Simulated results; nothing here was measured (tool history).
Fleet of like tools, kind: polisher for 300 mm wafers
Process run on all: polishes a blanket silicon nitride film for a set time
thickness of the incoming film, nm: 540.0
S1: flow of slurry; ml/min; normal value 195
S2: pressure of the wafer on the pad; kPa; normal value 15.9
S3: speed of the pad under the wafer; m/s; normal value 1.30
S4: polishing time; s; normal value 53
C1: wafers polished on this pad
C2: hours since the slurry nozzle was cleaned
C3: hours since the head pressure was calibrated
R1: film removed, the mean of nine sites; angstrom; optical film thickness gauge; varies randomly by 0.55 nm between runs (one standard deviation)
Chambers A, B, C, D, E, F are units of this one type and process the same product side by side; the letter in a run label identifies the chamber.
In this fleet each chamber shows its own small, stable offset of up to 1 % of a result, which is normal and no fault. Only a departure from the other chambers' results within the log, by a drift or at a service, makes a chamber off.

run   hour   S1    S2    S3  S4    C1     C2     C3      R1
       3.9  -- chamber B: worn pad replaced by a new one
 1F   10.6  195  15.9  1.30  53   637  120.1   13.8  645.80
      13.9  -- chamber D: worn pad replaced by a new one
      19.0  -- chamber C: worn pad replaced by a new one
 2E   22.8  195  15.9  1.30  53  1046   79.2  380.7  650.01
      26.7  -- chamber E: worn pad replaced by a new one
 3D   30.3  195  15.9  1.30  53   198  115.3   42.9  646.06
      39.8  -- chamber F: worn pad replaced by a new one
 4C   42.7  195  15.9  1.30  53   285  269.1  530.5  638.75
 5B   48.6  195  15.9  1.30  53   539  504.4  334.5  635.16
 6A   59.2  255  15.9  1.30  53   875   76.2  134.8  658.64
 7B   66.5  255  15.9  1.30  53   755  522.3  352.4  659.51
 8C   78.7  255  15.9  1.30  53   719  305.1  566.5  665.30
      84.8  -- chamber A: worn pad replaced by a new one
 9D   85.5  255  15.9  1.30  53   863  170.5   98.1  669.54
10A   91.3  255  15.9  1.30  53    78  108.3  166.9  674.81
11E   98.9  255  15.9  1.30  53   870  155.3  456.8  666.99
     107.0  -- chamber E: worn pad replaced by a new one
12F  108.8  195  15.9  1.30  53   831  218.3  112.0  643.47
13B  114.6  195  15.9  1.30  53  1335  570.4  400.5  637.04
     117.5  -- chamber B: worn pad replaced by a new one
     121.8  -- chamber C: worn pad replaced by a new one
14E  125.1  195  15.9  1.30  53   218  181.5  483.0  639.35
     130.2  -- chamber F: worn pad replaced by a new one
     133.3  -- chamber D: worn pad replaced by a new one
     133.3  -- chamber C: slurry nozzle cleaned
15D  135.5  195  15.9  1.30  53    27  220.5  148.1  650.75
16A  145.7  195  15.9  1.30  53   734  162.7  221.3  646.43
     150.0  -- chamber D: slurry nozzle cleaned
17F  153.8  195  15.9  1.30  53   285  263.3  157.0  646.51
18C  163.6  195  15.9  1.30  53   503   30.4  651.4  650.50
19F  170.5  195  15.9  1.30  53   486  280.0  173.7  651.53
20E  176.1  195  15.9  1.30  45   833  232.5  534.0  546.01
     179.5  -- chamber A: worn pad replaced by a new one
21B  181.6  195  15.9  1.30  45   772  637.4  467.5  526.08
     182.1  -- chamber E: worn pad replaced by a new one
22A  192.6  195  15.9  1.30  45   159  209.6  268.2  559.24
23D  199.7  195  15.9  1.30  45   801   49.7  212.3  554.49
24C  207.0  195  15.9  1.30  45  1026   73.8  694.8  553.39
     215.3  -- chamber A: slurry nozzle cleaned
25E  217.6  195  15.9  1.30  45   428  274.0  575.5  540.96
     220.7  -- chamber B: slurry nozzle cleaned
     222.1  -- chamber B: worn pad replaced by a new one
     224.0  -- chamber F: worn pad replaced by a new one
26C  229.0  195  15.9  1.30  53  1291   95.8  716.8  650.22
     232.0  -- chamber C: worn pad replaced by a new one
27B  237.5  195  15.9  1.30  53   185   16.9  523.4  601.28
     245.5  -- chamber D: worn pad replaced by a new one
28D  247.9  195  15.9  1.30  53    29   97.9  260.5  633.00
     255.3  -- chamber E: worn pad replaced by a new one
29A  259.8  195  15.9  1.30  53   968   44.5  335.4  634.12
30F  267.3  195  15.9  1.30  53   522  376.8  270.5  644.03
31C  278.6  265  15.9  1.66  53   562  145.4  766.4  817.46
     282.5  -- chamber A: worn pad replaced by a new one
32D  287.7  265  15.9  1.66  53   508  137.7  300.3  829.15
33A  296.3  265  15.9  1.66  53   166   81.0  371.9  827.54
34E  308.0  265  15.9  1.66  53   635  364.4  665.9  818.54
35F  314.3  265  15.9  1.66  53  1089  423.8  317.5  809.09
36B  320.4  265  15.9  1.66  53  1184   99.8  606.3  753.35

The same settings go to every chamber for the next run, one line per chamber below. Forecast the results for each:
37A  329.3  195  15.9  1.30  53               ?
37B  329.3  195  15.9  1.30  53               ?
37C  329.3  195  15.9  1.30  53               ?
37D  329.3  195  15.9  1.30  53               ?
37E  329.3  195  15.9  1.30  53               ?
37F  329.3  195  15.9  1.30  53               ?

run      R1
37A  641.83
37B  595.28
37C  638.32
37D  653.66
37E  638.42
37F  637.54
